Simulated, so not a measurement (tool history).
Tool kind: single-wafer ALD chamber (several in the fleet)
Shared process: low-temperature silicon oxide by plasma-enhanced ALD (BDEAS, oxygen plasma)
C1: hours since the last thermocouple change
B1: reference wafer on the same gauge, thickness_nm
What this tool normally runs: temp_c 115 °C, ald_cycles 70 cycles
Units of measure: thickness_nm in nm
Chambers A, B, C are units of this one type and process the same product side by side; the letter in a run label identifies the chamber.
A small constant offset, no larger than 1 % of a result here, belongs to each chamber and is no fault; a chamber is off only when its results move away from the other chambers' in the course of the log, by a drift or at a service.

{"run": "1A", "hour": 10.9, "temp_c": 115, "ald_cycles": 70, "C1": 156.8, "B1": 9.7866, "thickness_nm": 9.6202}
{"run": "2C", "hour": 22.5, "temp_c": 115, "ald_cycles": 70, "C1": 1134.2, "B1": 9.7893, "thickness_nm": 9.863}
{"run": "3B", "hour": 36.4, "temp_c": 115, "ald_cycles": 70, "C1": 1381, "B1": 9.7939, "thickness_nm": 9.6723}
{"run": "4B", "hour": 42.9, "temp_c": 115, "ald_cycles": 70, "C1": 1387.5, "B1": 9.7928, "thickness_nm": 9.7267}
{"run": "5C", "hour": 55.0, "temp_c": 115, "ald_cycles": 70, "C1": 1166.7, "B1": 9.7969, "thickness_nm": 9.8256}
{"run": "6A", "hour": 67.3, "temp_c": 115, "ald_cycles": 70, "C1": 213.2, "B1": 9.8005, "thickness_nm": 9.6995}
{"run": "7A", "hour": 75.8, "temp_c": 115, "ald_cycles": 70, "C1": 221.7, "B1": 9.7848, "thickness_nm": 9.7595}
{"run": "8C", "hour": 87.4, "temp_c": 115, "ald_cycles": 70, "C1": 1199.1, "B1": 9.788, "thickness_nm": 9.7546}
{"run": "9B", "hour": 97.9, "temp_c": 115, "ald_cycles": 70, "C1": 1442.5, "B1": 9.7957, "thickness_nm": 9.7243}
{"run": "10A", "hour": 104.6, "temp_c": 115, "ald_cycles": 70, "C1": 250.5, "B1": 9.7837, "thickness_nm": 9.6677}
{"run": "11B", "hour": 110.9, "temp_c": 115, "ald_cycles": 70, "C1": 1455.5, "B1": 9.7917, "thickness_nm": 9.6593}
{"run": "12C", "hour": 118.7, "temp_c": 115, "ald_cycles": 70, "C1": 1230.4, "B1": 9.7864, "thickness_nm": 9.8645}
{"run": "13A", "hour": 126.0, "temp_c": 115, "ald_cycles": 70, "C1": 271.9, "B1": 9.7978, "thickness_nm": 9.6421}
{"run": "14B", "hour": 133.6, "temp_c": 115, "ald_cycles": 70, "C1": 1478.2, "B1": 9.7932, "thickness_nm": 9.7791}
{"run": "15C", "hour": 142.5, "temp_c": 122, "ald_cycles": 70, "C1": 1254.2, "B1": 9.7881, "thickness_nm": 9.6778}
{"run": "16C", "hour": 151.5, "temp_c": 122, "ald_cycles": 70, "C1": 1263.2, "B1": 9.7912, "thickness_nm": 9.7089}
{"run": "17B", "hour": 165.4, "temp_c": 122, "ald_cycles": 70, "C1": 1510, "B1": 9.7829, "thickness_nm": 9.6219}
{"run": "18A", "hour": 172.3, "temp_c": 115, "ald_cycles": 70, "C1": 318.2, "B1": 9.7904, "thickness_nm": 9.6578}
{"run": "19B", "hour": 185.0, "temp_c": 115, "ald_cycles": 70, "C1": 1529.6, "B1": 9.7873, "thickness_nm": 9.7269}
{"run": "20C", "hour": 191.8, "temp_c": 115, "ald_cycles": 70, "C1": 1303.5, "B1": 9.7855, "thickness_nm": 9.8407}
{"run": "21A", "hour": 204.1, "temp_c": 115, "ald_cycles": 70, "C1": 350, "B1": 9.7847, "thickness_nm": 9.6627}
{"run": "22C", "hour": 215.4, "temp_c": 115, "ald_cycles": 70, "C1": 1327.1, "B1": 9.783, "thickness_nm": 9.8339}
{"run": "23B", "hour": 221.6, "temp_c": 115, "ald_cycles": 70, "C1": 1566.2, "B1": 9.7859, "thickness_nm": 9.6867}
{"run": "24A", "hour": 227.9, "temp_c": 115, "ald_cycles": 70, "C1": 373.8, "B1": 9.792, "thickness_nm": 9.655}
{"run": "25C", "hour": 236.9, "temp_c": 103, "ald_cycles": 61, "C1": 1348.6, "B1": 9.7937, "thickness_nm": 8.7622}
{"run": "26B", "hour": 247.4, "temp_c": 103, "ald_cycles": 61, "C1": 1592, "B1": 9.7952, "thickness_nm": 8.7598}
{"run": "27A", "hour": 261.0, "temp_c": 103, "ald_cycles": 61, "C1": 406.9, "B1": 9.7987, "thickness_nm": 8.6312}

For the next run the whole fleet of 3 chambers uses the same settings. Give each chamber's results:
{"run": "28A", "hour": 271.1, "temp_c": 115, "ald_cycles": 70, "thickness_nm": "?"}
{"run": "28B", "hour": 271.1, "temp_c": 115, "ald_cycles": 70, "thickness_nm": "?"}
{"run": "28C", "hour": 271.1, "temp_c": 115, "ald_cycles": 70, "thickness_nm": "?"}

run=28A thickness_nm=9.7344
run=28B thickness_nm=9.796
run=28C thickness_nm=9.865

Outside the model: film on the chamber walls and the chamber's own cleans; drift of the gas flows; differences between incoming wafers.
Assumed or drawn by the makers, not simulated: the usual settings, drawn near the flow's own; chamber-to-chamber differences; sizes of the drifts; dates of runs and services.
